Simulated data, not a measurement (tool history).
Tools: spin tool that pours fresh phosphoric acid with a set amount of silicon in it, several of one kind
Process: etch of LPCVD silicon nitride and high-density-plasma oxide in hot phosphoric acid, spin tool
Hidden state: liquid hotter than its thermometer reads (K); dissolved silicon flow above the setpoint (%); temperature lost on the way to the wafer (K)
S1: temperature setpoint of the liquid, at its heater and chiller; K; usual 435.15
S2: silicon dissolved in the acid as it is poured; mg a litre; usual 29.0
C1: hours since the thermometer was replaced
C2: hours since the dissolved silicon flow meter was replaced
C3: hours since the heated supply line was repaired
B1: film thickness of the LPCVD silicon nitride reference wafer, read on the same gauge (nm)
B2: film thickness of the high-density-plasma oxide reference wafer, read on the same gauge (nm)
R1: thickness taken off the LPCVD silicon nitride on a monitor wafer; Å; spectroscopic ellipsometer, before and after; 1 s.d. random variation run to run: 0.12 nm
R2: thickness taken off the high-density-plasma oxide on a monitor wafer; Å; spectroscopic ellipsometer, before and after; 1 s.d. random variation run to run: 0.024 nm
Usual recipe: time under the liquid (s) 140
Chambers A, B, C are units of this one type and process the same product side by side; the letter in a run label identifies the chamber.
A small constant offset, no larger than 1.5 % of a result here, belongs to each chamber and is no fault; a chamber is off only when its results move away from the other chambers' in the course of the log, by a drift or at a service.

run 1B hour=12.7 | S1=435.15 S2=29.0 time_under_the_liquid_(s)=140 | C1=377.2 C2=659.9 C3=1222.1 | B1=60.033 B2=90.008 | R1=145.820 R2=2.22410
run 2C hour=24.9 | S1=435.15 S2=29.0 time_under_the_liquid_(s)=140 | C1=443.2 C2=217.9 C3=1039.0 | B1=59.987 B2=90.014 | R1=145.780 R2=1.85740
run 3A hour=34.4 | S1=435.15 S2=29.0 time_under_the_liquid_(s)=140 | C1=1669.9 C2=1255.8 C3=1584.7 | B1=59.982 B2=90.008 | R1=144.070 R2=1.88010
run 4A hour=43.1 | S1=435.15 S2=29.0 time_under_the_liquid_(s)=140 | C1=1678.6 C2=1264.5 C3=1593.4 | B1=60.051 B2=90.019 | R1=146.050 R2=1.68050
run 5C hour=53.9 | S1=435.15 S2=29.0 time_under_the_liquid_(s)=140 | C1=472.2 C2=246.9 C3=1068.0 | B1=59.995 B2=90.002 | R1=144.660 R2=1.80280
run 6B hour=63.7 | S1=435.15 S2=29.0 time_under_the_liquid_(s)=140 | C1=428.2 C2=710.9 C3=1273.1 | B1=60.030 B2=89.985 | R1=146.550 R2=1.99230
run 7A hour=71.1 | S1=435.15 S2=29.0 time_under_the_liquid_(s)=140 | C1=1706.6 C2=1292.5 C3=1621.4 | B1=60.013 B2=89.999 | R1=145.530 R2=1.90420
run 8B hour=78.5 | S1=435.15 S2=29.0 time_under_the_liquid_(s)=140 | C1=443.0 C2=725.7 C3=1287.9 | B1=59.970 B2=90.023 | R1=147.640 R2=1.79510
run 9C hour=84.5 | S1=435.15 S2=29.0 time_under_the_liquid_(s)=140 | C1=502.8 C2=277.5 C3=1098.6 | B1=60.027 B2=90.033 | R1=145.410 R2=1.88450
run 10A hour=94.1 | S1=435.15 S2=29.0 time_under_the_liquid_(s)=140 | C1=1729.6 C2=1315.5 C3=1644.4 | B1=59.977 B2=90.010 | R1=145.400 R2=2.03390
run 11B hour=100.1 | S1=435.15 S2=29.0 time_under_the_liquid_(s)=140 | C1=464.6 C2=747.3 C3=1309.5 | B1=60.006 B2=90.001 | R1=146.350 R2=2.05110
run 12C hour=108.0 | S1=435.15 S2=29.0 time_under_the_liquid_(s)=140 | C1=526.3 C2=301.0 C3=1122.1 | B1=59.975 B2=90.006 | R1=143.610 R2=1.57130
run 13A hour=115.9 | S1=435.15 S2=29.0 time_under_the_liquid_(s)=140 | C1=1751.4 C2=1337.3 C3=1666.2 | B1=60.046 B2=89.972 | R1=146.910 R2=1.96310
run 14C hour=122.2 | S1=435.15 S2=29.0 time_under_the_liquid_(s)=140 | C1=540.5 C2=315.2 C3=1136.3 | B1=59.990 B2=90.004 | R1=141.970 R2=2.06790
run 15B hour=128.6 | S1=435.15 S2=29.0 time_under_the_liquid_(s)=140 | C1=493.1 C2=775.8 C3=1338.0 | B1=60.010 B2=90.000 | R1=145.470 R2=1.84520
run 16C hour=137.9 | S1=435.15 S2=29.0 time_under_the_liquid_(s)=140 | C1=556.2 C2=330.9 C3=1152.0 | B1=59.981 B2=90.011 | R1=140.490 R2=1.80790
run 17B hour=149.2 | S1=435.15 S2=29.0 time_under_the_liquid_(s)=140 | C1=513.7 C2=796.4 C3=1358.6 | B1=59.975 B2=89.996 | R1=148.060 R2=1.98800
run 18A hour=162.4 | S1=435.15 S2=29.0 time_under_the_liquid_(s)=140 | C1=1797.9 C2=1383.8 C3=1712.7 | B1=60.022 B2=89.997 | R1=145.560 R2=1.69070
run 19B hour=174.1 | S1=435.15 S2=29.0 time_under_the_liquid_(s)=140 | C1=538.6 C2=821.3 C3=1383.5 | B1=59.999 B2=89.989 | R1=147.850 R2=2.39680
run 20C hour=182.1 | S1=435.15 S2=45.0 time_under_the_liquid_(s)=140 | C1=600.4 C2=375.1 C3=1196.2 | B1=60.004 B2=90.008 | R1=139.030 R2=0.72675
run 21A hour=194.5 | S1=435.15 S2=45.0 time_under_the_liquid_(s)=140 | C1=1830.0 C2=1415.9 C3=1744.8 | B1=59.983 B2=90.006 | R1=145.980 R2=0.85030
run 22B hour=206.5 | S1=435.15 S2=45.0 time_under_the_liquid_(s)=140 | C1=571.0 C2=853.7 C3=1415.9 | B1=59.995 B2=89.993 | R1=145.630 R2=0.91594
run 23C hour=219.6 | S1=435.15 S2=29.0 time_under_the_liquid_(s)=140 | C1=637.9 C2=412.6 C3=1233.7 | B1=60.009 B2=89.986 | R1=135.250 R2=1.84000
run 24A hour=230.6 | S1=436.15 S2=37.5 time_under_the_liquid_(s)=140 | C1=1866.1 C2=1452.0 C3=1780.9 | B1=59.987 B2=90.024 | R1=150.640 R2=1.48830

Is one chamber out of step, is the gauge drifting, or do the chambers differ by no more than their own small offsets? For an off chamber, give its letter and the likeliest cause.

Chamber C drifts away from the others.
Likeliest cause: temperature lost on the way to the wafer (K) = 2.
It could be hard to tell apart here from: liquid colder than its thermometer reads (K).

Which of the 4 candidates below, each the usual settings with something changed and its results left as question marks, puts chamber C back in line with what the other chambers give on the usual settings?
To be in line, a result may differ from the other chambers' mean on the usual settings by at most: R1 4.000 Å; R2 0.85000 Å
run 25C-1 hour=240.2 | S1=435.15 S2=28.5 time_under_the_liquid_(s)=145 | R1=? R2=?
run 25C-2 hour=240.2 | S1=435.15 S2=27.0 time_under_the_liquid_(s)=150 | R1=? R2=?
run 25C-3 hour=240.2 | S1=435.15 S2=31.0 time_under_the_liquid_(s)=130 | R1=? R2=?
run 25C-4 hour=240.2 | S1=435.15 S2=29.5 time_under_the_liquid_(s)=135 | R1=? R2=?

Average result of the remaining chambers running the usual settings: R1 146.090 Å; R2 1.95640 Å
run=25C-1 R1=139.650 R2=1.74230
run=25C-2 R1=144.470 R2=1.90440
run=25C-3 R1=125.210 R2=1.41470
run=25C-4 R1=130.020 R2=1.56090
It is 25C-2 that realigns the chamber with its peers.

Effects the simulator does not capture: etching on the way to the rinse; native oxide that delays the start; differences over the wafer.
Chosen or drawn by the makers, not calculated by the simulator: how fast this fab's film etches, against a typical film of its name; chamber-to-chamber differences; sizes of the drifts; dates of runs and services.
